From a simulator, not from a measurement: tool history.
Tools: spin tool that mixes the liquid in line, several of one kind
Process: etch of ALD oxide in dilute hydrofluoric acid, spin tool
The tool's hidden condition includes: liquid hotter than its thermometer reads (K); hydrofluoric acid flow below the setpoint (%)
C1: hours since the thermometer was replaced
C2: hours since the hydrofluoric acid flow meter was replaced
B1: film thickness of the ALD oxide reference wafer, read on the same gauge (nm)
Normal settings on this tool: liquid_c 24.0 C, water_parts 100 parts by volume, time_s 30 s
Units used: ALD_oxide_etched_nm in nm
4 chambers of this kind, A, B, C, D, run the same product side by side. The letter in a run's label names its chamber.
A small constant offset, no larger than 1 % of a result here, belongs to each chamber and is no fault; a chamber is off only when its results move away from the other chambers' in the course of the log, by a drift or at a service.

Run 1C, hour 8.4: usual settings; C1 9.7; C2 414.6; B1 99.986. Result: ALD_oxide_etched_nm 7.8292 nm.
Run 2A, hour 19.7: usual settings; C1 1386.0; C2 1698.0; B1 99.960. Result: ALD_oxide_etched_nm 7.9005 nm.
Run 3B, hour 29.7: usual settings; C1 832.1; C2 178.5; B1 100.000. Result: ALD_oxide_etched_nm 7.8999 nm.
Run 4D, hour 39.7: usual settings; C1 66.6; C2 93.4; B1 99.962. Result: ALD_oxide_etched_nm 7.7296 nm.
Run 5A, hour 47.4: usual settings; C1 1413.7; C2 1725.7; B1 100.020. Result: ALD_oxide_etched_nm 7.7584 nm.
Run 6C, hour 55.0: usual settings; C1 56.3; C2 461.2; B1 100.000. Result: ALD_oxide_etched_nm 7.7358 nm.
Run 7D, hour 65.2: usual settings; C1 92.1; C2 118.9; B1 99.978. Result: ALD_oxide_etched_nm 7.8187 nm.
Run 8B, hour 74.5: usual settings; C1 876.9; C2 223.3; B1 99.998. Result: ALD_oxide_etched_nm 7.8511 nm.
Run 9D, hour 83.0: usual settings; C1 109.9; C2 136.7; B1 99.976. Result: ALD_oxide_etched_nm 7.8743 nm.
Run 10A, hour 93.5: usual settings; C1 1459.8; C2 1771.8; B1 100.010. Result: ALD_oxide_etched_nm 7.7169 nm.
Run 11B, hour 103.2: usual settings; C1 905.6; C2 252.0; B1 99.987. Result: ALD_oxide_etched_nm 7.7820 nm.
Run 12C, hour 111.7: usual settings; C1 113.0; C2 517.9; B1 99.991. Result: ALD_oxide_etched_nm 7.8709 nm.
Run 13C, hour 120.4: usual settings; C1 121.7; C2 526.6; B1 99.981. Result: ALD_oxide_etched_nm 7.8120 nm.
Run 14D, hour 126.5: usual settings; C1 153.4; C2 180.2; B1 100.020. Result: ALD_oxide_etched_nm 7.7599 nm.
Run 15B, hour 137.3: usual settings; C1 939.7; C2 286.1; B1 99.964. Result: ALD_oxide_etched_nm 7.7808 nm.
Run 16A, hour 146.7: usual settings; C1 1513.0; C2 1825.0; B1 99.958. Result: ALD_oxide_etched_nm 7.7546 nm.
Run 17B, hour 154.9: usual settings; C1 957.3; C2 303.7; B1 99.976. Result: ALD_oxide_etched_nm 7.8784 nm.
Run 18C, hour 164.1: usual settings; C1 165.4; C2 570.3; B1 99.967. Result: ALD_oxide_etched_nm 7.7816 nm.
Run 19D, hour 172.0: usual settings; C1 198.9; C2 225.7; B1 99.985. Result: ALD_oxide_etched_nm 7.7884 nm.
Run 20A, hour 181.6: usual settings; C1 1547.9; C2 1859.9; B1 99.998. Result: ALD_oxide_etched_nm 7.7085 nm.
Run 21B, hour 192.7: usual settings; C1 995.1; C2 341.5; B1 99.988. Result: ALD_oxide_etched_nm 7.8356 nm.
Run 22D, hour 204.4: usual settings; C1 231.3; C2 258.1; B1 100.010. Result: ALD_oxide_etched_nm 7.8852 nm.
At hour 210.1: chamber A: hydrofluoric acid flow meter replaced.
Run 23C, hour 211.0: usual settings; C1 212.3; C2 617.2; B1 99.984. Result: ALD_oxide_etched_nm 7.7429 nm.
Run 24A, hour 216.7: usual settings; C1 1583.0; C2 6.7; B1 100.000. Result: ALD_oxide_etched_nm 7.7999 nm.
Run 25B, hour 226.4: usual settings; C1 1028.8; C2 375.2; B1 99.985. Result: ALD_oxide_etched_nm 7.8083 nm.
Run 26A, hour 235.3: usual settings; C1 1601.6; C2 25.3; B1 100.000. Result: ALD_oxide_etched_nm 7.7344 nm.
Run 27C, hour 245.6: usual settings but liquid_c 21.5 C; C1 246.9; C2 651.8; B1 100.010. Result: ALD_oxide_etched_nm 7.0580 nm.
Run 28D, hour 253.2: usual settings but liquid_c 21.5 C; C1 280.1; C2 306.9; B1 99.996. Result: ALD_oxide_etched_nm 7.0591 nm.
Run 29B, hour 264.1: usual settings but liquid_c 21.5 C; C1 1066.5; C2 412.9; B1 100.000. Result: ALD_oxide_etched_nm 7.1549 nm.
Run 30C, hour 271.5: usual settings but liquid_c 21.5 C; C1 272.8; C2 677.7; B1 100.020. Result: ALD_oxide_etched_nm 7.1281 nm.
Run 31D, hour 280.8: usual settings; C1 307.7; C2 334.5; B1 99.991. Result: ALD_oxide_etched_nm 7.8418 nm.
Run 32A, hour 291.2: usual settings but water_parts 70 parts by volume, time_s 15 s; C1 1657.5; C2 81.2; B1 100.030. Result: ALD_oxide_etched_nm 5.7639 nm.
Run 33C, hour 297.1: usual settings but water_parts 70 parts by volume, time_s 15 s; C1 298.4; C2 703.3; B1 99.991. Result: ALD_oxide_etched_nm 5.8545 nm.
Run 34A, hour 307.4: usual settings but water_parts 70 parts by volume, time_s 15 s; C1 1673.7; C2 97.4; B1 99.962. Result: ALD_oxide_etched_nm 5.7096 nm.
Run 35B, hour 314.6: usual settings but water_parts 70 parts by volume, time_s 15 s; C1 1117.0; C2 463.4; B1 100.030. Result: ALD_oxide_etched_nm 5.8379 nm.
Run 36D, hour 323.3: usual settings; C1 350.2; C2 377.0; B1 99.990. Result: ALD_oxide_etched_nm 7.7623 nm.
Run 37D, hour 330.0: usual settings; C1 356.9; C2 383.7; B1 99.980. Result: ALD_oxide_etched_nm 7.7833 nm.
Run 38A, hour 340.5: usual settings; C1 1706.8; C2 130.5; B1 100.020. Result: ALD_oxide_etched_nm 7.8364 nm.
Run 39C, hour 348.4: usual settings; C1 349.7; C2 754.6; B1 99.991. Result: ALD_oxide_etched_nm 7.8216 nm.
Run 40B, hour 360.1: usual settings; C1 1162.5; C2 508.9; B1 99.993. Result: ALD_oxide_etched_nm 7.8545 nm.

Next, every chamber runs the same settings. What will each give?
Run 41A, hour 368.6: usual settings but time_s 50 s. Result: ALD_oxide_etched_nm ?.
Run 41B, hour 368.6: usual settings but time_s 50 s. Result: ALD_oxide_etched_nm ?.
Run 41C, hour 368.6: usual settings but time_s 50 s. Result: ALD_oxide_etched_nm ?.
Run 41D, hour 368.6: usual settings but time_s 50 s. Result: ALD_oxide_etched_nm ?.

run  ALD_oxide_etched_nm
41A              12.9030
41B              13.0170
41C              13.2390
41D              13.0630
